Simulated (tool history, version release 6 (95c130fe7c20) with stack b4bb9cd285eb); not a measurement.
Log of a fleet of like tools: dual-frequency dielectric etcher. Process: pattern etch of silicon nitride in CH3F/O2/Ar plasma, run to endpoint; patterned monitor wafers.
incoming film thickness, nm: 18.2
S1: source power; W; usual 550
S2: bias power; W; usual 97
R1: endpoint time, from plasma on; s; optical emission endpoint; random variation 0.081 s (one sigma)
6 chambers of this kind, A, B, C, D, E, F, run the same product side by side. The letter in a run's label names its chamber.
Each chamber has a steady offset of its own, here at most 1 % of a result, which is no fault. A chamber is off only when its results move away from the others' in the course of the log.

{"run": "1E", "hour": 3.9, "S1": 550, "S2": 97, "R1": 21.099}
{"run": "2F", "hour": 7.3, "S1": 550, "S2": 97, "R1": 21.249}
{"run": "3C", "hour": 11.0, "S1": 550, "S2": 97, "R1": 21.202}
{"run": "4D", "hour": 15.1, "S1": 550, "S2": 97, "R1": 21.243}
{"run": "5A", "hour": 18.9, "S1": 670, "S2": 115, "R1": 18.377}
{"run": "6B", "hour": 22.3, "S1": 670, "S2": 115, "R1": 18.26}
{"run": "7F", "hour": 27.0, "S1": 670, "S2": 115, "R1": 18.586}
{"run": "8C", "hour": 30.5, "S1": 670, "S2": 115, "R1": 18.462}
{"run": "9A", "hour": 35.6, "S1": 670, "S2": 115, "R1": 18.455}
{"run": "10D", "hour": 40.9, "S1": 670, "S2": 115, "R1": 18.523}
{"hour": 45.4, "done": "chamber F: wet clean of the chamber"}
{"run": "11E", "hour": 46.4, "S1": 550, "S2": 97, "R1": 21.239}
{"run": "12B", "hour": 50.9, "S1": 680, "S2": 108, "R1": 18.533}
{"run": "13B", "hour": 55.8, "S1": 680, "S2": 108, "R1": 18.484}
{"run": "14D", "hour": 60.2, "S1": 680, "S2": 108, "R1": 18.714}
{"run": "15A", "hour": 66.4, "S1": 680, "S2": 108, "R1": 18.66}
{"run": "16F", "hour": 72.2, "S1": 680, "S2": 108, "R1": 18.94}
{"run": "17E", "hour": 77.1, "S1": 680, "S2": 108, "R1": 18.845}
{"run": "18C", "hour": 80.6, "S1": 550, "S2": 97, "R1": 21.093}
{"run": "19E", "hour": 86.6, "S1": 550, "S2": 85, "R1": 22.436}
{"run": "20C", "hour": 92.0, "S1": 550, "S2": 85, "R1": 22.169}
{"run": "21F", "hour": 97.8, "S1": 550, "S2": 85, "R1": 22.105}
{"run": "22D", "hour": 100.9, "S1": 550, "S2": 85, "R1": 22.228}
{"run": "23B", "hour": 104.8, "S1": 550, "S2": 85, "R1": 21.92}
{"run": "24A", "hour": 110.9, "S1": 550, "S2": 85, "R1": 21.795}
{"run": "25D", "hour": 116.7, "S1": 550, "S2": 97, "R1": 21.135}
{"run": "26F", "hour": 122.1, "S1": 660, "S2": 87, "R1": 20.602}
{"run": "27C", "hour": 125.4, "S1": 660, "S2": 87, "R1": 20.551}
{"run": "28E", "hour": 129.5, "S1": 660, "S2": 87, "R1": 20.963}
{"run": "29B", "hour": 134.7, "S1": 660, "S2": 87, "R1": 20.268}
{"run": "30A", "hour": 139.3, "S1": 660, "S2": 87, "R1": 20.344}
{"run": "31B", "hour": 143.9, "S1": 660, "S2": 87, "R1": 20.243}
{"run": "32C", "hour": 149.4, "S1": 550, "S2": 97, "R1": 21.295}
{"run": "33E", "hour": 152.9, "S1": 550, "S2": 97, "R1": 21.658}
{"run": "34F", "hour": 158.7, "S1": 550, "S2": 97, "R1": 21.221}
{"run": "35D", "hour": 163.9, "S1": 420, "S2": 79, "R1": 24.857}
{"run": "36A", "hour": 168.5, "S1": 420, "S2": 79, "R1": 24.914}
{"run": "37F", "hour": 172.7, "S1": 420, "S2": 79, "R1": 25.191}
{"run": "38B", "hour": 177.5, "S1": 420, "S2": 79, "R1": 25.059}
{"run": "39D", "hour": 181.9, "S1": 420, "S2": 79, "R1": 25.056}
{"run": "40C", "hour": 184.7, "S1": 420, "S2": 79, "R1": 25.205}
{"run": "41E", "hour": 190.0, "S1": 550, "S2": 97, "R1": 21.865}
{"run": "42A", "hour": 194.0, "S1": 550, "S2": 97, "R1": 21.014}

All 6 chambers run these settings next. Forecast each chamber's results:
{"run": "43A", "hour": 198.5, "S1": 680, "S2": 97, "R1": "?"}
{"run": "43B", "hour": 198.5, "S1": 680, "S2": 97, "R1": "?"}
{"run": "43C", "hour": 198.5, "S1": 680, "S2": 97, "R1": "?"}
{"run": "43D", "hour": 198.5, "S1": 680, "S2": 97, "R1": "?"}
{"run": "43E", "hour": 198.5, "S1": 680, "S2": 97, "R1": "?"}
{"run": "43F", "hour": 198.5, "S1": 680, "S2": 97, "R1": "?"}

run=43A R1=19.458
run=43B R1=19.355
run=43C R1=19.551
run=43D R1=19.463
run=43E R1=20.254
run=43F R1=19.695

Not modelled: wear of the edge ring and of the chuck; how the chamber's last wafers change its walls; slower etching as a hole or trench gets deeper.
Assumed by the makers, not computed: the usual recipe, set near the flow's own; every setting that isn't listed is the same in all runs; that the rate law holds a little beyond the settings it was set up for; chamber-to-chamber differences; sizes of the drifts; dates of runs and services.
